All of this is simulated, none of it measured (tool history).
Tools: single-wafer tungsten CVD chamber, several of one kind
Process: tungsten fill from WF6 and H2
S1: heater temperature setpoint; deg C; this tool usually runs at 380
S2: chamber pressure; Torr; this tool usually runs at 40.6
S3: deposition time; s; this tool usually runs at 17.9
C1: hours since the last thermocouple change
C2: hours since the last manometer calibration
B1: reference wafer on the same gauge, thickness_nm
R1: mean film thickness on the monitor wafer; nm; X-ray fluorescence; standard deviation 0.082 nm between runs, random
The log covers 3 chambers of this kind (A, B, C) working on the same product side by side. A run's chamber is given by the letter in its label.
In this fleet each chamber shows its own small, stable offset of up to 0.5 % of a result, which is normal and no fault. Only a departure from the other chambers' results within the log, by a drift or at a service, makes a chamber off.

Run 1A, hour 6.4: usual settings; C1 1532.2; C2 439.8; B1 39.112. Result: R1 40.668 nm.
Run 2B, hour 14.3: usual settings; C1 2928.0; C2 1135.5; B1 39.090. Result: R1 40.569 nm.
Run 3C, hour 20.9: usual settings; C1 1980.6; C2 704.1; B1 39.092. Result: R1 40.647 nm.
Run 4C, hour 28.1: usual settings; C1 1987.8; C2 711.3; B1 39.107. Result: R1 40.657 nm.
Run 5B, hour 35.0: usual settings; C1 2948.7; C2 1156.2; B1 39.103. Result: R1 40.655 nm.
Run 6A, hour 42.8: usual settings but S1 374 deg C, S3 19.7 s; C1 1568.6; C2 476.2; B1 39.087. Result: R1 39.672 nm.
Run 7B, hour 48.8: usual settings but S1 374 deg C, S3 19.7 s; C1 2962.5; C2 1170.0; B1 39.116. Result: R1 39.391 nm.
Run 8A, hour 53.5: usual settings but S1 374 deg C, S3 19.7 s; C1 1579.3; C2 486.9; B1 39.114. Result: R1 39.632 nm.
Run 9C, hour 60.3: usual settings; C1 2020.0; C2 743.5; B1 39.104. Result: R1 40.645 nm.
Run 10C, hour 66.0: usual settings; C1 2025.7; C2 749.2; B1 39.098. Result: R1 40.864 nm.
Run 11B, hour 70.2: usual settings; C1 2983.9; C2 1191.4; B1 39.111. Result: R1 40.374 nm.
Run 12A, hour 77.3: usual settings but S1 375 deg C; C1 1603.1; C2 510.7; B1 39.101. Result: R1 36.805 nm.
Run 13A, hour 84.8: usual settings but S1 375 deg C; C1 1610.6; C2 518.2; B1 39.082. Result: R1 36.717 nm.
Run 14B, hour 89.1: usual settings but S1 375 deg C; C1 3002.8; C2 1210.3; B1 39.125. Result: R1 36.532 nm.
Run 15C, hour 98.5: usual settings; C1 2058.2; C2 781.7; B1 39.098. Result: R1 40.700 nm.
At hour 101.0: chamber B: thermocouple changed; heater temperature recalibrated.
Run 16C, hour 106.0: usual settings but S1 375 deg C, S3 16.5 s; C1 2065.7; C2 789.2; B1 39.098. Result: R1 33.860 nm.
Run 17B, hour 112.8: usual settings but S1 375 deg C, S3 16.5 s; C1 11.8; C2 1234.0; B1 39.112. Result: R1 33.082 nm.
Run 18A, hour 118.9: usual settings but S1 375 deg C, S3 16.5 s; C1 1644.7; C2 552.3; B1 39.106. Result: R1 33.717 nm.
Run 19B, hour 126.1: usual settings; C1 25.1; C2 1247.3; B1 39.076. Result: R1 39.973 nm.
Run 20C, hour 131.2: usual settings; C1 2090.9; C2 814.4; B1 39.104. Result: R1 40.656 nm.
Run 21A, hour 135.7: usual settings; C1 1661.5; C2 569.1; B1 39.087. Result: R1 40.716 nm.
Run 22A, hour 140.5: usual settings; C1 1666.3; C2 573.9; B1 39.107. Result: R1 40.871 nm.
Run 23C, hour 145.8: usual settings; C1 2105.5; C2 829.0; B1 39.130. Result: R1 40.664 nm.
Run 24B, hour 153.5: usual settings; C1 52.5; C2 1274.7; B1 39.095. Result: R1 39.992 nm.
Run 25A, hour 161.5: usual settings; C1 1687.3; C2 594.9; B1 39.102. Result: R1 40.721 nm.
Run 26C, hour 169.0: usual settings; C1 2128.7; C2 852.2; B1 39.097. Result: R1 40.783 nm.
Run 27B, hour 176.4: usual settings; C1 75.4; C2 1297.6; B1 39.130. Result: R1 39.966 nm.
Run 28B, hour 183.0: usual settings; C1 82.0; C2 1304.2; B1 39.099. Result: R1 39.964 nm.
Run 29A, hour 190.3: usual settings; C1 1716.1; C2 623.7; B1 39.126. Result: R1 40.623 nm.
Run 30C, hour 195.6: usual settings; C1 2155.3; C2 878.8; B1 39.095. Result: R1 40.723 nm.
Run 31A, hour 204.6: usual settings; C1 1730.4; C2 638.0; B1 39.091. Result: R1 40.859 nm.
Run 32B, hour 213.3: usual settings; C1 112.3; C2 1334.5; B1 39.085. Result: R1 39.993 nm.
Run 33C, hour 218.6: usual settings; C1 2178.3; C2 901.8; B1 39.097. Result: R1 40.784 nm.
Run 34B, hour 223.4: usual settings; C1 122.4; C2 1344.6; B1 39.105. Result: R1 40.204 nm.
Run 35A, hour 230.6: usual settings; C1 1756.4; C2 664.0; B1 39.105. Result: R1 40.534 nm.
Run 36C, hour 234.8: usual settings; C1 2194.5; C2 918.0; B1 39.109. Result: R1 40.699 nm.
Run 37A, hour 242.9: usual settings; C1 1768.7; C2 676.3; B1 39.122. Result: R1 40.685 nm.
At hour 249.4: chamber C: thermocouple changed; heater temperature recalibrated.
Run 38C, hour 251.8: usual settings; C1 2.5; C2 935.0; B1 39.109. Result: R1 40.739 nm.
Run 39B, hour 258.2: usual settings; C1 157.2; C2 1379.4; B1 39.115. Result: R1 40.100 nm.

All 3 chambers run these settings next. Forecast each chamber's results:
Run 40A, hour 265.0: usual settings. Result: R1 ?.
Run 40B, hour 265.0: usual settings. Result: R1 ?.
Run 40C, hour 265.0: usual settings. Result: R1 ?.

run      R1
40A  40.754
40B  40.116
40C  40.713
